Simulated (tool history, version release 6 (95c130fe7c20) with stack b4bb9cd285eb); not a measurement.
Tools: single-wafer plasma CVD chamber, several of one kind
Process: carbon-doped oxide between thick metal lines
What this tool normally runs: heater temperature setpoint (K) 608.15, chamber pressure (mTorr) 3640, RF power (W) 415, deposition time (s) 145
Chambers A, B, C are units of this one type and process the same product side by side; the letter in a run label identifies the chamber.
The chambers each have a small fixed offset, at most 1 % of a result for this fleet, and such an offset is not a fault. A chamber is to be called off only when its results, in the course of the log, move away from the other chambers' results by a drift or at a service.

run,day,heater temperature setpoint (K),chamber pressure (mTorr),RF power (W),deposition time (s),"read-back reference wafer on the same gauge, thickness_nm",mean film thickness on the monitor wafer (angstrom)
1C,0.225,608.15,3640,415,145,681.44,6436.1
2B,0.417,608.15,3640,415,145,683.28,6327.3
3A,0.6,608.15,3640,415,145,682.44,6291
4A,0.967,608.15,3640,415,145,681.55,6380.6
5C,1.192,608.15,3640,415,145,682.18,6391.1
6B,1.462,608.15,3640,415,145,681.24,6344.4
7A,1.667,608.15,3640,415,145,682.91,6272.3
8B,2.008,608.15,3640,415,145,682.73,6267.1
9C,2.254,608.15,3640,415,145,682.02,6460.9
10B,2.642,608.15,3640,415,145,682.43,6335.6
11A,3.004,608.15,3640,415,145,681.31,6343.9
12C,3.312,608.15,3640,415,145,682.5,6438.2
13B,3.604,608.15,4030,460,145,682.67,6949.6
14C,3.946,608.15,4030,460,145,682.32,6960
15A,4.125,608.15,4030,460,145,681.99,6831.8
16C,4.296,600.15,3640,450,145,682.2,6980.6
17B,4.471,600.15,3640,450,145,681.66,6809.5
18A,4.858,600.15,3640,450,145,682.2,6872.2
19B,5.146,608.15,3640,415,145,681.01,6252.7
20A,5.479,608.15,3640,415,145,682.04,6353.2
21C,5.683,608.15,3640,415,145,682.26,6440.1
22C,5.996,608.15,3640,345,145,682.09,5533.5
23B,6.262,608.15,3640,345,145,681.7,5447.8
24A,6.5,608.15,3640,345,145,682.92,5516.7
25A,6.746,608.15,3640,415,145,683.15,6319
# day 6.825: chamber C: RF generator calibrated
# day 6.846: chamber A: RF generator calibrated
# day 6.942: chamber A: thermocouple changed; heater temperature recalibrated
26C,7.029,617.15,3640,415,126,682.94,5388.7
27B,7.204,617.15,3640,415,126,681.46,5221.3
28A,7.55,617.15,3640,415,126,680.78,5351
# day 7.829: chamber A: capacitance manometer re-zeroed and calibrated
29B,7.912,608.15,3640,415,145,682.04,6163.2
30C,8.292,608.15,3640,415,145,681.94,6466.5
31A,8.692,608.15,3640,415,145,682.83,6356.2
32C,8.938,608.15,3640,415,145,681.9,6368
33B,9.304,608.15,3640,415,145,681.27,6160.3
# day 9.488: chamber B: thermocouple changed; heater temperature recalibrated
34B,9.612,600.15,3640,415,133,681.15,5854.1
35A,9.817,600.15,3640,415,133,681.39,5941
36C,10.046,600.15,3640,415,133,681.37,5988
37C,10.35,608.15,3640,415,145,682.35,6435.5
38A,10.721,608.15,3640,415,145,681.78,6353.7
39B,10.925,608.15,3640,415,145,681.12,6150.2
# day 11.062: chamber B: capacitance manometer re-zeroed and calibrated
40A,11.212,608.15,3640,415,145,681.37,6369.1
41B,11.425,608.15,3640,415,145,681.31,6140.3

One chamber off, gauge drift, or nothing amiss beyond the chambers' own small offsets? If it is a chamber, which one, and what is the likeliest cause?

Little by little, chamber B moves away from the other chambers.
Cause: delivered RF power below the setpoint (%) = 5.03.

Chamber B could run next with any of the 4 candidate recipes listed below; each alters the usual settings, and their results appear as question marks. Which one brings its results back in line with what the other chambers deliver on the usual settings?
Allowed miss from the other chambers' usual-settings mean, per result, to count as in line: mean film thickness on the monitor wafer (angstrom) 130
42B-1,11.708,607.15,3640,430,152,,?
42B-2,11.708,617.15,3250,415,145,,?
42B-3,11.708,608.15,3660,425,149,,?
42B-4,11.708,609.15,3640,415,134,,?

Other chambers, usual settings, mean: mean film thickness on the monitor wafer (angstrom) 6377.1
run,mean film thickness on the monitor wafer (angstrom)
42B-1,6593.1
42B-2,5873.1
42B-3,6393.7
42B-4,5632.9
42B-3 is the one that brings the chamber's results back in line with the other chambers.
